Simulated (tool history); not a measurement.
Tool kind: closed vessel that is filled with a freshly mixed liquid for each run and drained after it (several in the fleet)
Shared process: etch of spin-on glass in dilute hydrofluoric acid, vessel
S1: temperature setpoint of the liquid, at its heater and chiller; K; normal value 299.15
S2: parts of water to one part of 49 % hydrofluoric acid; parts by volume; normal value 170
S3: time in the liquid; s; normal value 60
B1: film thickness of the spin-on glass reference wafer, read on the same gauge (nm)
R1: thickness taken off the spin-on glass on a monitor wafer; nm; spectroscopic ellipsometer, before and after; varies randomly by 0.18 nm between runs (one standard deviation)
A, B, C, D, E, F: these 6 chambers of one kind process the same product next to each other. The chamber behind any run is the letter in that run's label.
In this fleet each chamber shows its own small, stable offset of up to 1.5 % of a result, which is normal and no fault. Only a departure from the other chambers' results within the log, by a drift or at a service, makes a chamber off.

Run 1D, hour 9.6: usual settings; B1 79.97. Result: R1 22.237 nm.
At hour 10.1: chamber C: thermometer replaced.
Run 2A, hour 17.9: usual settings; B1 79.984. Result: R1 22.848 nm.
Run 3E, hour 24.3: usual settings; B1 80.009. Result: R1 22.65 nm.
Run 4F, hour 30.6: usual settings; B1 79.998. Result: R1 22.117 nm.
Run 5C, hour 36.3: usual settings but S2 125 parts by volume; B1 80.011. Result: R1 33.161 nm.
Run 6B, hour 47.6: usual settings but S2 125 parts by volume; B1 79.975. Result: R1 32.612 nm.
Run 7C, hour 56.9: usual settings but S2 125 parts by volume; B1 79.993. Result: R1 32.636 nm.
Run 8B, hour 62.5: usual settings but S2 125 parts by volume; B1 80.02. Result: R1 31.959 nm.
Run 9D, hour 69.3: usual settings but S2 125 parts by volume; B1 80.006. Result: R1 32.438 nm.
Run 10E, hour 79.2: usual settings but S2 125 parts by volume; B1 80.003. Result: R1 32.783 nm.
Run 11F, hour 89.5: usual settings but S1 296.65 K, S2 135 parts by volume; B1 79.997. Result: R1 26.189 nm.
Run 12A, hour 100.2: usual settings but S1 296.65 K, S2 135 parts by volume; B1 80.008. Result: R1 27.125 nm.
At hour 109.1: chamber A: hydrofluoric acid flow meter replaced.
Run 13E, hour 111.2: usual settings but S1 296.65 K, S2 135 parts by volume; B1 79.986. Result: R1 26.815 nm.
Run 14C, hour 119.7: usual settings but S1 296.65 K, S2 135 parts by volume; B1 80.022. Result: R1 27.422 nm.
Run 15F, hour 126.7: usual settings but S1 296.65 K, S2 135 parts by volume; B1 80.002. Result: R1 26.099 nm.
Run 16A, hour 136.3: usual settings but S1 296.65 K, S2 135 parts by volume; B1 80.031. Result: R1 27.007 nm.
Run 17D, hour 145.8: usual settings; B1 79.999. Result: R1 22.2 nm.
Run 18B, hour 152.1: usual settings but S1 297.15 K, S3 35 s; B1 80.006. Result: R1 12.381 nm.
Run 19C, hour 164: usual settings but S1 297.15 K, S3 35 s; B1 80.015. Result: R1 12.462 nm.
Run 20D, hour 170.3: usual settings but S1 297.15 K, S3 35 s; B1 79.997. Result: R1 12.079 nm.
Run 21F, hour 175.9: usual settings but S1 297.15 K, S3 35 s; B1 79.998. Result: R1 12.206 nm.
Run 22A, hour 187.6: usual settings but S1 297.15 K, S3 35 s; B1 80.001. Result: R1 12.169 nm.
Run 23B, hour 193.4: usual settings but S1 297.15 K, S3 35 s; B1 79.99. Result: R1 12.694 nm.
Run 24E, hour 202.6: usual settings; B1 79.995. Result: R1 22.524 nm.
Run 25D, hour 213.7: usual settings; B1 79.992. Result: R1 22.476 nm.
Run 26A, hour 220.2: usual settings; B1 80.009. Result: R1 22.712 nm.
Run 27B, hour 231.1: usual settings but S2 145 parts by volume; B1 79.995. Result: R1 28.357 nm.
At hour 236.7: chamber D: hydrofluoric acid flow meter replaced.
Run 28C, hour 242.8: usual settings but S2 145 parts by volume; B1 80.003. Result: R1 27.785 nm.
Run 29F, hour 250.2: usual settings but S2 145 parts by volume; B1 80.003. Result: R1 26.839 nm.
Run 30E, hour 262: usual settings but S2 145 parts by volume; B1 79.977. Result: R1 27.421 nm.
At hour 267.7: chamber D: thermometer replaced.
Run 31F, hour 267.8: usual settings but S2 145 parts by volume; B1 80.005. Result: R1 26.673 nm.
At hour 273.7: chamber C: hydrofluoric acid flow meter replaced.
Run 32C, hour 274.1: usual settings but S2 145 parts by volume; B1 79.999. Result: R1 27.444 nm.
Run 33E, hour 285.8: usual settings; B1 79.997. Result: R1 23.024 nm.
Run 34A, hour 294.1: usual settings but S1 302.15 K, S2 115 parts by volume; B1 80.001. Result: R1 39.835 nm.
Run 35D, hour 305.5: usual settings but S1 302.15 K, S2 115 parts by volume; B1 79.986. Result: R1 39.457 nm.
Run 36B, hour 311: usual settings but S1 302.15 K, S2 115 parts by volume; B1 80.003. Result: R1 41.183 nm.
Run 37D, hour 317.9: usual settings but S1 302.15 K, S2 115 parts by volume; B1 80.013. Result: R1 39.806 nm.
Run 38C, hour 325: usual settings but S1 302.15 K, S2 115 parts by volume; B1 80.011. Result: R1 40.81 nm.

All 6 chambers run these settings next. Forecast each chamber's results:
Run 39A, hour 333.5: usual settings but S2 110 parts by volume. Result: R1 ?.
Run 39B, hour 333.5: usual settings but S2 110 parts by volume. Result: R1 ?.
Run 39C, hour 333.5: usual settings but S2 110 parts by volume. Result: R1 ?.
Run 39D, hour 333.5: usual settings but S2 110 parts by volume. Result: R1 ?.
Run 39E, hour 333.5: usual settings but S2 110 parts by volume. Result: R1 ?.
Run 39F, hour 333.5: usual settings but S2 110 parts by volume. Result: R1 ?.

run      R1
39A  37.584
39B  39.643
39C  37.916
39D  36.825
39E  37.126
39F   36.78
